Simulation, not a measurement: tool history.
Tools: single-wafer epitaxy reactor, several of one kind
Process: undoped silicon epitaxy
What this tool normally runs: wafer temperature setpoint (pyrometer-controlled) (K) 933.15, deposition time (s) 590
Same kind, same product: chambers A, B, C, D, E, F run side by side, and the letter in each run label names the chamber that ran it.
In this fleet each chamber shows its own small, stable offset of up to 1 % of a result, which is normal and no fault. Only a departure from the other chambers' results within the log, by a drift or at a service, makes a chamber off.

| run | day | wafer temperature setpoint (pyrometer-controlled) (K) | deposition time (s) | hours since the last pyrometer calibration | read-back reference wafer on the same gauge, thickness_nm | mean film thickness on the monitor wafer (Å) |
|---|---|---|---|---|---|---|
| 1B | 0.379 | 933.15 | 590 | 439 | 120.88 | 1232.8 |
| 2C | 0.754 | 933.15 | 590 | 1027.2 | 120.84 | 1233.6 |
| 3F | 1.158 | 933.15 | 590 | 614.3 | 120.91 | 1234.5 |
| 4E | 1.496 | 933.15 | 590 | 1911.1 | 120.86 | 1225.9 |
| 5A | 1.862 | 933.15 | 590 | 2128.3 | 121.21 | 1223.5 |
| 6D | 2.196 | 933.15 | 590 | 1549.4 | 120.94 | 1232.9 |
| 7B | 2.462 | 922.15 | 508 | 489 | 120.85 | 841.8 |
| 8D | 2.854 | 922.15 | 508 | 1565.2 | 121.01 | 833.87 |
| 9A | 3.046 | 922.15 | 508 | 2156.7 | 120.99 | 833.86 |
| 10E | 3.254 | 922.15 | 508 | 1953.3 | 120.79 | 837.63 |
| 11F | 3.604 | 922.15 | 508 | 673 | 121.12 | 842.07 |
|  | 3.879 | chamber D: pyrometer calibrated |
| 12C | 3.988 | 922.15 | 508 | 1104.8 | 120.9 | 836.05 |
| 13B | 4.308 | 940.15 | 590 | 533.3 | 120.87 | 1438.4 |
| 14C | 4.621 | 940.15 | 590 | 1120 | 120.9 | 1430.7 |
| 15E | 4.879 | 940.15 | 590 | 1992.3 | 120.92 | 1430.6 |
| 16F | 5.179 | 940.15 | 590 | 710.8 | 121.01 | 1431 |
| 17A | 5.517 | 940.15 | 590 | 2216 | 120.86 | 1426 |
| 18D | 5.846 | 940.15 | 590 | 47.3 | 121.07 | 1438.9 |
| 19E | 6.25 | 944.15 | 541 | 2025.2 | 121.21 | 1440 |
| 20A | 6.638 | 944.15 | 541 | 2242.9 | 121.09 | 1423.8 |
| 21F | 6.933 | 944.15 | 541 | 752.9 | 120.78 | 1413.7 |
| 22D | 7.179 | 944.15 | 541 | 79.3 | 121.02 | 1428 |
|  | 7.188 | chamber A: pyrometer calibrated |
| 23B | 7.45 | 944.15 | 541 | 608.7 | 121.03 | 1415.4 |
| 24C | 7.817 | 944.15 | 541 | 1196.7 | 120.96 | 1423.5 |
| 25C | 8.183 | 933.15 | 590 | 1205.5 | 121.03 | 1227.8 |
| 26E | 8.408 | 933.15 | 590 | 2077 | 120.95 | 1226.4 |
| 27D | 8.629 | 947.15 | 641 | 114.1 | 121.03 | 1821 |
| 28B | 8.879 | 947.15 | 641 | 643 | 121.22 | 1785.6 |
| 29A | 9.242 | 947.15 | 641 | 49.3 | 121.15 | 1670 |
| 30F | 9.583 | 947.15 | 641 | 816.5 | 121.09 | 1796.3 |
| 31D | 9.883 | 947.15 | 641 | 144.2 | 120.98 | 1785 |
| 32B | 10.062 | 947.15 | 641 | 671.4 | 120.87 | 1786.1 |
|  | 10.079 | chamber E: pyrometer calibrated |
| 33C | 10.321 | 933.15 | 590 | 1256.8 | 120.97 | 1220.5 |
| 34E | 10.504 | 933.15 | 508 | 10.3 | 120.71 | 1068.3 |
| 35A | 10.683 | 933.15 | 508 | 83.9 | 121.04 | 972.64 |
| 36F | 11.071 | 933.15 | 508 | 852.2 | 121.02 | 1051.5 |
| 37B | 11.462 | 933.15 | 508 | 705 | 120.83 | 1070.1 |
| 38E | 11.783 | 933.15 | 508 | 41 | 120.96 | 1062.1 |

Read the log: is a single chamber off, either drifting away or since a service, is the gauge that measures every chamber drifting, or is nothing wrong beyond small per-chamber offsets? Name any odd chamber and what most likely caused it.

A service on chamber A put it out of line with the rest.
Cause: wafer temperature below the value expected at the setpoint (K) = 3.52.

Which of the 4 candidates below, each the usual settings with something changed and its results left as question marks, puts chamber A back in line with what the other chambers give on the usual settings?
In line here means within this much of the mean the other chambers give on the usual settings: mean film thickness on the monitor wafer (Å) 24
| 39A-1 | 12.079 | 933.15 | 541 |  |  | ? |
| 39A-2 | 12.079 | 931.15 | 590 |  |  | ? |
| 39A-3 | 12.079 | 936.15 | 603 |  |  | ? |
| 39A-4 | 12.079 | 935.15 | 597 |  |  | ? |

On the usual settings, the other chambers give on average: mean film thickness on the monitor wafer (Å) 1234.3
| run | mean film thickness on the monitor wafer (Å) |
|---|---|
| 39A-1 | 1043.4 |
| 39A-2 | 1089.3 |
| 39A-3 | 1241.4 |
| 39A-4 | 1202.7 |
39A-3 puts the chamber back in line with the other chambers.

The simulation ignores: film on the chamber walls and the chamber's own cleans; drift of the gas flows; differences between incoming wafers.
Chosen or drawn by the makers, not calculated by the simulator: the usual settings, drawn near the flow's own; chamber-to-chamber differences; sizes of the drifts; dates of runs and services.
